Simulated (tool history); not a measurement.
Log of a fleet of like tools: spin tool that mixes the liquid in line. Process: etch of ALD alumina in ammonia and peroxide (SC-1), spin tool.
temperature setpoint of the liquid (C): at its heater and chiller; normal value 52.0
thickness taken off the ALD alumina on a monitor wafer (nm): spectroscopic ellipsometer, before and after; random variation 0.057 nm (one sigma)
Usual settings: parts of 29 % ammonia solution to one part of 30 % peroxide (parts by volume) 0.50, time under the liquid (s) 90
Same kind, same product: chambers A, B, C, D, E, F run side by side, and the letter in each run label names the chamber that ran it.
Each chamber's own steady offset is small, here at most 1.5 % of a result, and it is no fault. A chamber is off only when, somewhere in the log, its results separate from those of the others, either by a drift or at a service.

run     day  temperature setpoint of the liquid (C)  parts of 29 % ammonia solution to one part of 30 % peroxide (parts by volume)  time under the liquid (s)  hours since the thermometer was replaced  hours since the ammonia flow meter was replaced  hours since the heated supply line was repaired  hours since the drum of ammonia solution was connected  read-back film thickness of the ALD alumina reference wafer, read on the same gauge (nm)  thickness taken off the ALD alumina on a monitor wafer (nm)
 1D   0.608                                    52.0                                                                           0.50                         90                                     531.9                                            245.7                                            392.1                                                    54.6                                                                                    60.019                                                       6.6222
 2F   1.133                                    52.0                                                                           0.50                         90                                     221.2                                             43.0                                           4157.9                                                   776.5                                                                                    60.028                                                       6.6721
 3E   1.583                                    52.0                                                                           0.50                         90                                     885.7                                            286.2                                            246.3                                                   205.3                                                                                    60.001                                                       6.7307
 4A   2.158                                    52.0                                                                           0.50                         90                                     361.4                                            624.7                                            807.9                                                   606.6                                                                                    59.989                                                       6.7761
      2.233  -- chamber D: thermometer replaced
 5C   2.442                                    52.0                                                                           0.50                         90                                    1249.6                                            539.6                                            650.3                                                   354.4                                                                                    60.053                                                       6.6646
 6B   3.000                                    52.0                                                                           0.50                         90                                    1496.3                                            403.2                                           1997.8                                                   600.2                                                                                    59.981                                                       6.6853
 7A   3.317                                    45.0                                                                           0.40                         90                                     389.2                                            652.5                                            835.7                                                   634.4                                                                                    60.049                                                       4.5052
 8F   3.833                                    45.0                                                                           0.40                         90                                     286.0                                            107.8                                           4222.7                                                   841.3                                                                                    60.022                                                       4.5218
 9B   4.133                                    45.0                                                                           0.40                         90                                    1523.5                                            430.4                                           2025.0                                                   627.4                                                                                    60.016                                                       4.4932
10C   4.612                                    45.0                                                                           0.40                         90                                    1301.7                                            591.7                                            702.4                                                   406.5                                                                                    59.984                                                       4.3881
11E   5.025                                    45.0                                                                           0.40                         90                                     968.3                                            368.8                                            328.9                                                   287.9                                                                                    59.929                                                       4.4482
      5.212  -- chamber B: new drum of ammonia solution connected
12D   5.533                                    45.0                                                                           0.40                         90                                      79.3                                            363.9                                            510.3                                                   172.8                                                                                    59.995                                                       4.4664
      5.612  -- chamber C: new drum of ammonia solution connected
13E   6.004                                    52.0                                                                           0.50                         90                                     991.8                                            392.3                                            352.4                                                   311.4                                                                                    60.014                                                       6.7497
      6.133  -- chamber F: heated supply line repaired
14B   6.571                                    52.0                                                                           0.50                         90                                    1582.0                                            488.9                                           2083.5                                                    32.7                                                                                    59.996                                                       6.8097
      6.942  -- chamber C: heated supply line repaired
15A   7.142                                    52.0                                                                           0.50                         90                                     481.0                                            744.3                                            927.5                                                   726.2                                                                                    60.008                                                       6.8073
16F   7.458                                    52.0                                                                           0.50                         90                                     373.0                                            194.8                                             31.9                                                   928.3                                                                                    60.013                                                       7.0370
17C   7.775                                    52.0                                                                           0.50                         90                                    1377.6                                            667.6                                             20.0                                                    51.9                                                                                    59.991                                                       6.7322
18D   8.129                                    46.0                                                                           0.25                         90                                     141.6                                            426.2                                            572.6                                                   235.1                                                                                    60.005                                                       4.4478
19B   8.538                                    46.0                                                                           0.25                         90                                    1629.2                                            536.1                                           2130.7                                                    79.9                                                                                    59.982                                                       4.5358
20A   8.862                                    46.0                                                                           0.25                         90                                     522.3                                            785.6                                            968.8                                                   767.5                                                                                    60.008                                                       4.5539
21F   9.429                                    46.0                                                                           0.25                         90                                     420.3                                            242.1                                             79.2                                                   975.6                                                                                    59.996                                                       4.7574
      9.654  -- chamber F: new drum of ammonia solution connected
22C  10.029                                    46.0                                                                           0.25                         90                                    1431.7                                            721.7                                             74.1                                                   106.0                                                                                    59.953                                                       4.5215
     10.221  -- chamber C: ammonia flow meter replaced
23E  10.521                                    46.0                                                                           0.25                         90                                    1100.2                                            500.7                                            460.8                                                   419.8                                                                                    60.037                                                       4.5650
24D  10.904                                    42.5                                                                           0.35                         90                                     208.2                                            492.8                                            639.2                                                   301.7                                                                                    60.007                                                       3.7539
25F  11.321                                    42.5                                                                           0.35                         90                                     465.7                                            287.5                                            124.6                                                    40.1                                                                                    59.936                                                       4.1156
26A  11.729                                    42.5                                                                           0.35                         90                                     591.1                                            854.4                                           1037.6                                                   836.3                                                                                    59.984                                                       3.8513
27C  12.125                                    42.5                                                                           0.35                         90                                    1482.0                                             45.8                                            124.4                                                   156.3                                                                                    59.975                                                       3.7856
28E  12.554                                    42.5                                                                           0.35                         90                                    1149.0                                            549.5                                            509.6                                                   468.6                                                                                    60.017                                                       3.8215
29B  13.000                                    42.5                                                                           0.35                         90                                    1736.3                                            643.2                                           2237.8                                                   187.0                                                                                    59.996                                                       3.8502
30D  13.279                                    52.0                                                                           0.50                         90                                     265.2                                            549.8                                            696.2                                                   358.7                                                                                    59.981                                                       6.6935
31A  13.733                                    58.5                                                                           0.40                         90                                     639.2                                            902.5                                           1085.7                                                   884.4                                                                                    59.991                                                       9.2789
     13.854  -- chamber E: ammonia flow meter replaced
32B  14.325                                    58.5                                                                           0.40                         90                                    1768.1                                            675.0                                           2269.6                                                   218.8                                                                                    59.977                                                       9.3758
33D  14.658                                    58.5                                                                           0.40                         90                                     298.3                                            582.9                                            729.3                                                   391.8                                                                                    59.988                                                       9.4095
34E  15.088                                    58.5                                                                           0.40                         90                                    1209.8                                             29.6                                            570.4                                                   529.4                                                                                    59.973                                                       9.3093
35F  15.612                                    58.5                                                                           0.40                         90                                     568.7                                            390.5                                            227.6                                                   143.1                                                                                    59.985                                                      10.3020
36C  16.179                                    58.5                                                                           0.40                         90                                    1579.3                                            143.1                                            221.7                                                   253.6                                                                                    60.016                                                       9.3422
37D  16.692                                    52.0                                                                           0.50                         90                                     347.1                                            631.7                                            778.1                                                   440.6                                                                                    60.029                                                       6.7612
38F  17.004                                    52.0                                                                           0.50                         90                                     602.1                                            423.9                                            261.0                                                   176.5                                                                                    59.999                                                       7.5452

All 6 chambers run these settings next. Forecast each chamber's results:
39A  17.458                                    52.0                                                                           0.50                         90                                                                                                                                                                                                                                                                                                                                                          ?
39B  17.458                                    52.0                                                                           0.50                         90                                                                                                                                                                                                                                                                                                                                                          ?
39C  17.458                                    52.0                                                                           0.50                         90                                                                                                                                                                                                                                                                                                                                                          ?
39D  17.458                                    52.0                                                                           0.50                         90                                                                                                                                                                                                                                                                                                                                                          ?
39E  17.458                                    52.0                                                                           0.50                         90                                                                                                                                                                                                                                                                                                                                                          ?
39F  17.458                                    52.0                                                                           0.50                         90                                                                                                                                                                                                                                                                                                                                                          ?

run  thickness taken off the ALD alumina on a monitor wafer (nm)
39A                                                       6.7262
39B                                                       6.7603
39C                                                       6.7253
39D                                                       6.6942
39E                                                       6.8182
39F                                                       7.5303
